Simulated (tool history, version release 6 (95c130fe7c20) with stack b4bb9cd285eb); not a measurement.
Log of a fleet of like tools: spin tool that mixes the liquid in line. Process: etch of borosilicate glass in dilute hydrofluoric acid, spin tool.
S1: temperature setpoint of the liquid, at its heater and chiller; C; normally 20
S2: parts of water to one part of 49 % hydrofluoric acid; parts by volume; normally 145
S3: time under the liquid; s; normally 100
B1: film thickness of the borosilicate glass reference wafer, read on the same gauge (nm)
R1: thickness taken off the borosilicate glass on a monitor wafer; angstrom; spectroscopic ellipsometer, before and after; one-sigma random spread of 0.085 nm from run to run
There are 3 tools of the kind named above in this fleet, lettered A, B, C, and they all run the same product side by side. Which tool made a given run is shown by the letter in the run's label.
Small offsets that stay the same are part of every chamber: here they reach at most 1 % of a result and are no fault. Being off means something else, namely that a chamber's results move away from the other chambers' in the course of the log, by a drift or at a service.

Run 1A, day 0.108: usual settings; B1 79.983. Result: R1 137.21 angstrom.
Run 2C, day 0.333: usual settings; B1 80.004. Result: R1 138.49 angstrom.
At day 0.371: chamber C: hydrofluoric acid flow meter replaced.
Run 3B, day 0.446: usual settings; B1 79.977. Result: R1 138.78 angstrom.
Run 4B, day 0.608: usual settings; B1 80.001. Result: R1 137.27 angstrom.
Run 5C, day 0.8: usual settings; B1 80.019. Result: R1 138.41 angstrom.
Run 6A, day 1.021: usual settings; B1 79.982. Result: R1 138.7 angstrom.
Run 7A, day 1.138: usual settings; B1 79.99. Result: R1 138.16 angstrom.
Run 8B, day 1.3: usual settings; B1 80.025. Result: R1 137.53 angstrom.
Run 9C, day 1.5: usual settings; B1 80.02. Result: R1 137.43 angstrom.
Run 10A, day 1.675: usual settings; B1 80.004. Result: R1 135.28 angstrom.
At day 1.812: chamber A: thermometer replaced.
Run 11B, day 1.867: usual settings; B1 80.018. Result: R1 139.48 angstrom.
Run 12C, day 2.038: usual settings but S1 17.5 C, S2 100 parts by volume; B1 80.022. Result: R1 184.19 angstrom.
Run 13B, day 2.262: usual settings but S1 17.5 C, S2 100 parts by volume; B1 79.979. Result: R1 190.01 angstrom.
Run 14C, day 2.408: usual settings but S1 17.5 C, S2 100 parts by volume; B1 79.999. Result: R1 182.66 angstrom.
Run 15A, day 2.617: usual settings but S2 90 parts by volume; B1 79.995. Result: R1 236.94 angstrom.
Run 16A, day 2.738: usual settings but S2 90 parts by volume; B1 80.009. Result: R1 237.37 angstrom.
Run 17C, day 2.842: usual settings but S2 90 parts by volume; B1 80.007. Result: R1 225.37 angstrom.
Run 18B, day 3.025: usual settings; B1 79.98. Result: R1 138.84 angstrom.
Run 19C, day 3.196: usual settings; B1 80.022. Result: R1 132.42 angstrom.
Run 20A, day 3.379: usual settings; B1 79.998. Result: R1 137.01 angstrom.
Run 21B, day 3.521: usual settings but S2 85 parts by volume, S3 80 s; B1 80.018. Result: R1 201 angstrom.
Run 22C, day 3.654: usual settings but S2 85 parts by volume, S3 80 s; B1 80.01. Result: R1 192.29 angstrom.
Run 23B, day 3.854: usual settings but S2 85 parts by volume, S3 80 s; B1 79.996. Result: R1 203.66 angstrom.
Run 24A, day 4.038: usual settings but S1 24.5 C; B1 80.017. Result: R1 166.53 angstrom.
Run 25A, day 4.188: usual settings but S1 24.5 C; B1 80.005. Result: R1 164.15 angstrom.
Run 26B, day 4.325: usual settings but S1 24.5 C; B1 79.991. Result: R1 164.02 angstrom.

Does one chamber stand apart from the rest, does the shared gauge drift, or is all well apart from small per-chamber offsets? Give the chamber and the most likely cause, where there is one.

It is chamber C that slowly wanders off from its peers.
What lies behind it: liquid colder than its thermometer reads (K) = 1.65.
The log may not separate it from: hydrofluoric acid flow below the setpoint (%).

Chamber C could run next with any of the 4 candidate recipes listed below; each alters the usual settings, and their results appear as question marks. Which one brings its results back in line with what the other chambers deliver on the usual settings?
In line here means within this much of the mean the other chambers give on the usual settings: R1 2.9 angstrom
Run 27C-1, day 4.496: usual settings but S3 95 s. Result: R1 ?.
Run 27C-2, day 4.496: usual settings but S1 19.5 C, S2 155 parts by volume. Result: R1 ?.
Run 27C-3, day 4.496: usual settings but S3 110 s. Result: R1 ?.
Run 27C-4, day 4.496: usual settings but S3 105 s. Result: R1 ?.

The other chambers' mean on the usual settings: R1 137.97 angstrom
  run      R1
27C-1  123.72
27C-2  118.33
27C-3  143.25
27C-4  136.74
27C-4 brings the chamber back in line.

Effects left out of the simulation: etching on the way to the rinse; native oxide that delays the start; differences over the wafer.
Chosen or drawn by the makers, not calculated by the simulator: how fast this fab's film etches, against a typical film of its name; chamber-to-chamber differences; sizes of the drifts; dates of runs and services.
